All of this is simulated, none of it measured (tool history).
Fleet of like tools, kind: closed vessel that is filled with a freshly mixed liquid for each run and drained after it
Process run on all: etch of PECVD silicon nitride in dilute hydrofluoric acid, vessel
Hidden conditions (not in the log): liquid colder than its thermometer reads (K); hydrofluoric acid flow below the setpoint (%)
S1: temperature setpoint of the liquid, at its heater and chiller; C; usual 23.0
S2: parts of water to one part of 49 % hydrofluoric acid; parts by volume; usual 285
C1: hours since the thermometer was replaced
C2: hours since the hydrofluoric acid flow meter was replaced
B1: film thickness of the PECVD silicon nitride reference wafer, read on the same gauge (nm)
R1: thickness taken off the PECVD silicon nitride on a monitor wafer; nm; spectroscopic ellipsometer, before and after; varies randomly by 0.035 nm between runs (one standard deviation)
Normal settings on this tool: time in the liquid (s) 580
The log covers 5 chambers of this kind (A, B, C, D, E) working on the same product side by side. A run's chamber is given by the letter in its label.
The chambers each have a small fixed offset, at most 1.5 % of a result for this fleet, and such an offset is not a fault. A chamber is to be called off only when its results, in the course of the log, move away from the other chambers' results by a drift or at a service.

run 1B day=0.233 | S1=23.0 S2=285 time_in_the_liquid_(s)=580 | C1=2088.1 C2=476.2 | B1=120.04 | R1=4.3932
run 2A day=0.404 | S1=23.0 S2=285 time_in_the_liquid_(s)=580 | C1=661.6 C2=30.5 | B1=119.96 | R1=4.3121
run 3C day=0.596 | S1=23.0 S2=285 time_in_the_liquid_(s)=580 | C1=93.4 C2=393.4 | B1=119.99 | R1=4.4258
run 4D day=0.746 | S1=23.0 S2=285 time_in_the_liquid_(s)=580 | C1=2341.9 C2=225.8 | B1=120.00 | R1=4.4738
run 5E day=0.908 | S1=23.0 S2=285 time_in_the_liquid_(s)=580 | C1=424.4 C2=217.9 | B1=120.00 | R1=4.3982
run 6E day=1.158 | S1=23.0 S2=285 time_in_the_liquid_(s)=580 | C1=430.4 C2=223.9 | B1=120.02 | R1=4.3835
-- day=1.183 chamber D: thermometer replaced
run 7A day=1.367 | S1=23.0 S2=285 time_in_the_liquid_(s)=445 | C1=684.7 C2=53.6 | B1=120.01 | R1=3.3552
run 8B day=1.596 | S1=23.0 S2=285 time_in_the_liquid_(s)=445 | C1=2120.8 C2=508.9 | B1=119.98 | R1=3.4101
run 9C day=1.871 | S1=23.0 S2=285 time_in_the_liquid_(s)=445 | C1=124.0 C2=424.0 | B1=120.01 | R1=3.3701
run 10D day=2.125 | S1=23.0 S2=285 time_in_the_liquid_(s)=445 | C1=22.7 C2=258.9 | B1=120.02 | R1=3.4357
run 11A day=2.262 | S1=23.0 S2=285 time_in_the_liquid_(s)=445 | C1=706.2 C2=75.1 | B1=119.96 | R1=3.3886
run 12D day=2.496 | S1=26.5 S2=360 time_in_the_liquid_(s)=580 | C1=31.6 C2=267.8 | B1=119.99 | R1=4.3404
run 13C day=2.729 | S1=26.5 S2=360 time_in_the_liquid_(s)=580 | C1=144.6 C2=444.6 | B1=119.99 | R1=4.2447
run 14B day=2.921 | S1=26.5 S2=360 time_in_the_liquid_(s)=580 | C1=2152.6 C2=540.7 | B1=119.98 | R1=4.3333
run 15E day=3.146 | S1=26.5 S2=360 time_in_the_liquid_(s)=580 | C1=478.1 C2=271.6 | B1=119.99 | R1=4.2796
run 16B day=3.333 | S1=26.5 S2=360 time_in_the_liquid_(s)=580 | C1=2162.5 C2=550.6 | B1=119.99 | R1=4.3659
run 17A day=3.529 | S1=27.5 S2=285 time_in_the_liquid_(s)=580 | C1=736.6 C2=105.5 | B1=119.98 | R1=5.7432
run 18E day=3.725 | S1=27.5 S2=285 time_in_the_liquid_(s)=580 | C1=492.0 C2=285.5 | B1=119.98 | R1=5.8228
run 19C day=3.883 | S1=27.5 S2=285 time_in_the_liquid_(s)=580 | C1=172.3 C2=472.3 | B1=120.00 | R1=5.5424
run 20D day=4.162 | S1=27.5 S2=285 time_in_the_liquid_(s)=580 | C1=71.6 C2=307.8 | B1=120.01 | R1=5.7695
run 21C day=4.375 | S1=27.5 S2=285 time_in_the_liquid_(s)=580 | C1=184.1 C2=484.1 | B1=120.00 | R1=5.6046
run 22B day=4.596 | S1=23.0 S2=285 time_in_the_liquid_(s)=580 | C1=2192.8 C2=580.9 | B1=120.00 | R1=4.4233
run 23D day=4.812 | S1=23.0 S2=285 time_in_the_liquid_(s)=580 | C1=87.2 C2=323.4 | B1=119.98 | R1=4.4333
run 24A day=5.038 | S1=23.0 S2=285 time_in_the_liquid_(s)=580 | C1=772.8 C2=141.7 | B1=120.01 | R1=4.3799
run 25E day=5.296 | S1=23.0 S2=285 time_in_the_liquid_(s)=580 | C1=529.7 C2=323.2 | B1=120.01 | R1=4.3714
run 26B day=5.458 | S1=23.0 S2=285 time_in_the_liquid_(s)=580 | C1=2213.5 C2=601.6 | B1=120.03 | R1=4.3902
run 27D day=5.592 | S1=19.0 S2=285 time_in_the_liquid_(s)=580 | C1=105.9 C2=342.1 | B1=120.03 | R1=3.4643
run 28A day=5.721 | S1=19.0 S2=285 time_in_the_liquid_(s)=580 | C1=789.2 C2=158.1 | B1=119.99 | R1=3.3577
run 29C day=5.917 | S1=19.0 S2=285 time_in_the_liquid_(s)=580 | C1=221.1 C2=521.1 | B1=120.03 | R1=3.2089
run 30E day=6.171 | S1=19.0 S2=285 time_in_the_liquid_(s)=580 | C1=550.7 C2=344.2 | B1=120.00 | R1=3.3485
run 31A day=6.317 | S1=19.0 S2=285 time_in_the_liquid_(s)=580 | C1=803.5 C2=172.4 | B1=120.03 | R1=3.3728
run 32C day=6.583 | S1=23.0 S2=285 time_in_the_liquid_(s)=580 | C1=237.1 C2=537.1 | B1=120.00 | R1=4.1653
run 33E day=6.842 | S1=23.0 S2=285 time_in_the_liquid_(s)=580 | C1=566.8 C2=360.3 | B1=120.01 | R1=4.3697
run 34D day=7.012 | S1=23.0 S2=285 time_in_the_liquid_(s)=580 | C1=140.0 C2=376.2 | B1=119.99 | R1=4.3868
run 35B day=7.288 | S1=23.0 S2=285 time_in_the_liquid_(s)=580 | C1=2257.4 C2=645.5 | B1=119.98 | R1=4.4224
run 36A day=7.483 | S1=23.0 S2=285 time_in_the_liquid_(s)=580 | C1=831.5 C2=200.4 | B1=119.97 | R1=4.3553
run 37E day=7.633 | S1=23.0 S2=285 time_in_the_liquid_(s)=580 | C1=585.8 C2=379.3 | B1=119.98 | R1=4.3790
run 38B day=7.804 | S1=23.0 S2=285 time_in_the_liquid_(s)=580 | C1=2269.8 C2=657.9 | B1=119.97 | R1=4.3836
run 39C day=7.967 | S1=23.0 S2=285 time_in_the_liquid_(s)=580 | C1=270.3 C2=570.3 | B1=119.98 | R1=4.1068

Has any chamber moved away from the others, gradually or after a service, or does the common gauge drift, or do the chambers differ only by their own small steady offsets? State the chamber and the most likely cause if one applies.

Little by little, chamber C moves away from the other chambers.
Cause: hydrofluoric acid flow below the setpoint (%) = 8.3.
Not necessarily distinguishable in this log from: liquid colder than its thermometer reads (K).

Which of the 4 candidates below, each the usual settings with something changed and its results left as question marks, puts chamber C back in line with what the other chambers give on the usual settings?
In line means no further than this from the other chambers' mean on the usual settings: R1 0.1200 nm
run 40C-1 day=8.167 | S1=21.5 S2=285 time_in_the_liquid_(s)=580 | R1=?
run 40C-2 day=8.167 | S1=23.0 S2=325 time_in_the_liquid_(s)=580 | R1=?
run 40C-3 day=8.167 | S1=23.0 S2=275 time_in_the_liquid_(s)=605 | R1=?
run 40C-4 day=8.167 | S1=23.5 S2=260 time_in_the_liquid_(s)=580 | R1=?

What the other chambers average on the usual settings: R1 4.4011 nm
run=40C-1 R1=3.7062
run=40C-2 R1=3.5636
run=40C-3 R1=4.3904
run=40C-4 R1=4.5883
The answer is 40C-3, which returns the chamber to within the allowed miss of the others.

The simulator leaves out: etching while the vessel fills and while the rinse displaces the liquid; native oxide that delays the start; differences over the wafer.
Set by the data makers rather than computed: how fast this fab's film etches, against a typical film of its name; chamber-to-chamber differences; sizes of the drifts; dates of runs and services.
